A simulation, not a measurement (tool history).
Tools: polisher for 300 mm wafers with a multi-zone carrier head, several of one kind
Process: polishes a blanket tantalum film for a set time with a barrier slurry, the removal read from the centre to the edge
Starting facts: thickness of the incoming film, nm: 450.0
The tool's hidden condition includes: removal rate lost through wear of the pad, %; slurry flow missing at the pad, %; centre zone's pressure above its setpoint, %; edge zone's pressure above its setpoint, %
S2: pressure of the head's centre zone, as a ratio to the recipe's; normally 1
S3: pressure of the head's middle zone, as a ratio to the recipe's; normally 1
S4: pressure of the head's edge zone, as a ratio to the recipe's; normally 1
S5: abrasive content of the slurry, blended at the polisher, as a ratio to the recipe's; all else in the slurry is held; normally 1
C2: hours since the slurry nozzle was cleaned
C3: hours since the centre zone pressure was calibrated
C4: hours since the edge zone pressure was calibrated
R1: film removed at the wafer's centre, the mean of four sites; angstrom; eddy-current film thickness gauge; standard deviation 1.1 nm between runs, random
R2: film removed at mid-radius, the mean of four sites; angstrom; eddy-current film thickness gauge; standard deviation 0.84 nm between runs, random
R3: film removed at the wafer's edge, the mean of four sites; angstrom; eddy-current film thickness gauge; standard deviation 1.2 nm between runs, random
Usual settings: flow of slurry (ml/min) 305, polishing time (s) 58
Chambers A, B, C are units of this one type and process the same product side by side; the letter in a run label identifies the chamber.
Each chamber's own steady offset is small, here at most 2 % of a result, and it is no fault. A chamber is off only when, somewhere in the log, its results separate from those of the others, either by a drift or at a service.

{"hour": 11.0, "done": "chamber A: worn pad replaced by a new one"}
{"run": "1C", "hour": 12.9, "flow of slurry (ml/min)": 305, "S2": 1, "S3": 1, "S4": 1, "S5": 1, "polishing time (s)": 58, "wafers polished on this pad": 863, "C2": 187.8, "C3": 68.3, "C4": 374.5, "R1": 943.5, "R2": 932.63, "R3": 942.71}
{"run": "2B", "hour": 28.8, "flow of slurry (ml/min)": 305, "S2": 1, "S3": 1, "S4": 1, "S5": 1, "polishing time (s)": 58, "wafers polished on this pad": 266, "C2": 229, "C3": 330.5, "C4": 680.6, "R1": 920.64, "R2": 932.8, "R3": 942.61}
{"hour": 31.5, "done": "chamber C: worn pad replaced by a new one"}
{"run": "3A", "hour": 44.5, "flow of slurry (ml/min)": 305, "S2": 1, "S3": 1, "S4": 1, "S5": 1, "polishing time (s)": 58, "wafers polished on this pad": 222, "C2": 203.9, "C3": 625.8, "C4": 488.3, "R1": 947.15, "R2": 940.16, "R3": 947.31}
{"run": "4B", "hour": 60.4, "flow of slurry (ml/min)": 305, "S2": 1, "S3": 1, "S4": 1, "S5": 1, "polishing time (s)": 58, "wafers polished on this pad": 476, "C2": 260.6, "C3": 362.1, "C4": 712.2, "R1": 952.31, "R2": 945.84, "R3": 958.42}
{"hour": 61.3, "done": "chamber A: edge zone pressure recalibrated"}
{"hour": 73.4, "done": "chamber B: centre zone pressure recalibrated"}
{"run": "5C", "hour": 76.5, "flow of slurry (ml/min)": 305, "S2": 1, "S3": 1, "S4": 1, "S5": 1, "polishing time (s)": 58, "wafers polished on this pad": 299, "C2": 251.4, "C3": 131.9, "C4": 438.1, "R1": 952.58, "R2": 942.85, "R3": 954.12}
{"run": "6A", "hour": 86.4, "flow of slurry (ml/min)": 305, "S2": 1, "S3": 1, "S4": 1, "S5": 1, "polishing time (s)": 58, "wafers polished on this pad": 500, "C2": 245.8, "C3": 667.7, "C4": 25.1, "R1": 937.43, "R2": 935.91, "R3": 953.18}
{"hour": 97.3, "done": "chamber A: slurry nozzle cleaned"}
{"run": "7C", "hour": 99.0, "flow of slurry (ml/min)": 305, "S2": 1, "S3": 1, "S4": 1, "S5": 1, "polishing time (s)": 58, "wafers polished on this pad": 448, "C2": 273.9, "C3": 154.4, "C4": 460.6, "R1": 935.95, "R2": 949.92, "R3": 924.4}
{"run": "8A", "hour": 110.7, "flow of slurry (ml/min)": 305, "S2": 1, "S3": 1, "S4": 1, "S5": 1, "polishing time (s)": 58, "wafers polished on this pad": 662, "C2": 13.5, "C3": 692, "C4": 49.4, "R1": 949.63, "R2": 939.27, "R3": 923.37}
{"run": "9B", "hour": 122.6, "flow of slurry (ml/min)": 305, "S2": 1, "S3": 1, "S4": 1, "S5": 1, "polishing time (s)": 58, "wafers polished on this pad": 889, "C2": 322.8, "C3": 49.2, "C4": 774.4, "R1": 940.92, "R2": 947.7, "R3": 944.93}
{"run": "10C", "hour": 135.6, "flow of slurry (ml/min)": 305, "S2": 1, "S3": 1, "S4": 1, "S5": 1, "polishing time (s)": 58, "wafers polished on this pad": 691, "C2": 310.5, "C3": 191, "C4": 497.2, "R1": 957.05, "R2": 944.8, "R3": 938.76}
{"run": "11A", "hour": 142.9, "flow of slurry (ml/min)": 305, "S2": 1, "S3": 1, "S4": 1.11, "S5": 1, "polishing time (s)": 58, "wafers polished on this pad": 876, "C2": 45.7, "C3": 724.2, "C4": 81.6, "R1": 928.64, "R2": 945.83, "R3": 987.95}
{"hour": 153.8, "done": "chamber A: worn pad replaced by a new one"}
{"run": "12B", "hour": 154.7, "flow of slurry (ml/min)": 305, "S2": 1, "S3": 1, "S4": 1.11, "S5": 1, "polishing time (s)": 58, "wafers polished on this pad": 1103, "C2": 354.9, "C3": 81.3, "C4": 806.5, "R1": 928.39, "R2": 937.29, "R3": 1004.4}
{"run": "13A", "hour": 169.7, "flow of slurry (ml/min)": 305, "S2": 1, "S3": 1, "S4": 1.11, "S5": 1, "polishing time (s)": 58, "wafers polished on this pad": 105, "C2": 72.5, "C3": 751, "C4": 108.4, "R1": 959.15, "R2": 922.72, "R3": 1000.4}
{"hour": 171.8, "done": "chamber B: worn pad replaced by a new one"}
{"hour": 175.5, "done": "chamber B: edge zone pressure recalibrated"}
{"run": "14C", "hour": 177.5, "flow of slurry (ml/min)": 305, "S2": 1, "S3": 1, "S4": 1, "S5": 1, "polishing time (s)": 58, "wafers polished on this pad": 969, "C2": 352.4, "C3": 232.9, "C4": 539.1, "R1": 941.64, "R2": 930.99, "R3": 942.03}
{"run": "15B", "hour": 190.6, "flow of slurry (ml/min)": 305, "S2": 1, "S3": 1, "S4": 1, "S5": 1, "polishing time (s)": 58, "wafers polished on this pad": 125, "C2": 390.8, "C3": 117.2, "C4": 15.2, "R1": 932.57, "R2": 940.89, "R3": 941.81}
{"run": "16C", "hour": 201.1, "flow of slurry (ml/min)": 305, "S2": 1, "S3": 1, "S4": 1, "S5": 1, "polishing time (s)": 66, "wafers polished on this pad": 1126, "C2": 376, "C3": 256.5, "C4": 562.7, "R1": 1060.4, "R2": 1064.5, "R3": 1083.5}
{"run": "17B", "hour": 214.6, "flow of slurry (ml/min)": 305, "S2": 1, "S3": 1, "S4": 1, "S5": 1, "polishing time (s)": 66, "wafers polished on this pad": 284, "C2": 414.8, "C3": 141.2, "C4": 39.2, "R1": 1063.3, "R2": 1091.4, "R3": 1107}
{"run": "18A", "hour": 229.4, "flow of slurry (ml/min)": 305, "S2": 1, "S3": 1, "S4": 1, "S5": 1, "polishing time (s)": 66, "wafers polished on this pad": 502, "C2": 132.2, "C3": 810.7, "C4": 168.1, "R1": 1090.7, "R2": 1052.9, "R3": 1056.8}
{"run": "19B", "hour": 243.1, "flow of slurry (ml/min)": 305, "S2": 1, "S3": 1, "S4": 1, "S5": 1, "polishing time (s)": 58, "wafers polished on this pad": 474, "C2": 443.3, "C3": 169.7, "C4": 67.7, "R1": 957.11, "R2": 947.79, "R3": 966.58}
{"run": "20A", "hour": 257.1, "flow of slurry (ml/min)": 305, "S2": 1, "S3": 1, "S4": 1, "S5": 1, "polishing time (s)": 58, "wafers polished on this pad": 686, "C2": 159.9, "C3": 838.4, "C4": 195.8, "R1": 931.01, "R2": 929.94, "R3": 935.14}

Does one chamber stand apart from the rest, does the shared gauge drift, or is all well apart from small per-chamber offsets? Give the chamber and the most likely cause, where there is one.

No chamber stands off beyond its own small offset, and the gauge holds steady.

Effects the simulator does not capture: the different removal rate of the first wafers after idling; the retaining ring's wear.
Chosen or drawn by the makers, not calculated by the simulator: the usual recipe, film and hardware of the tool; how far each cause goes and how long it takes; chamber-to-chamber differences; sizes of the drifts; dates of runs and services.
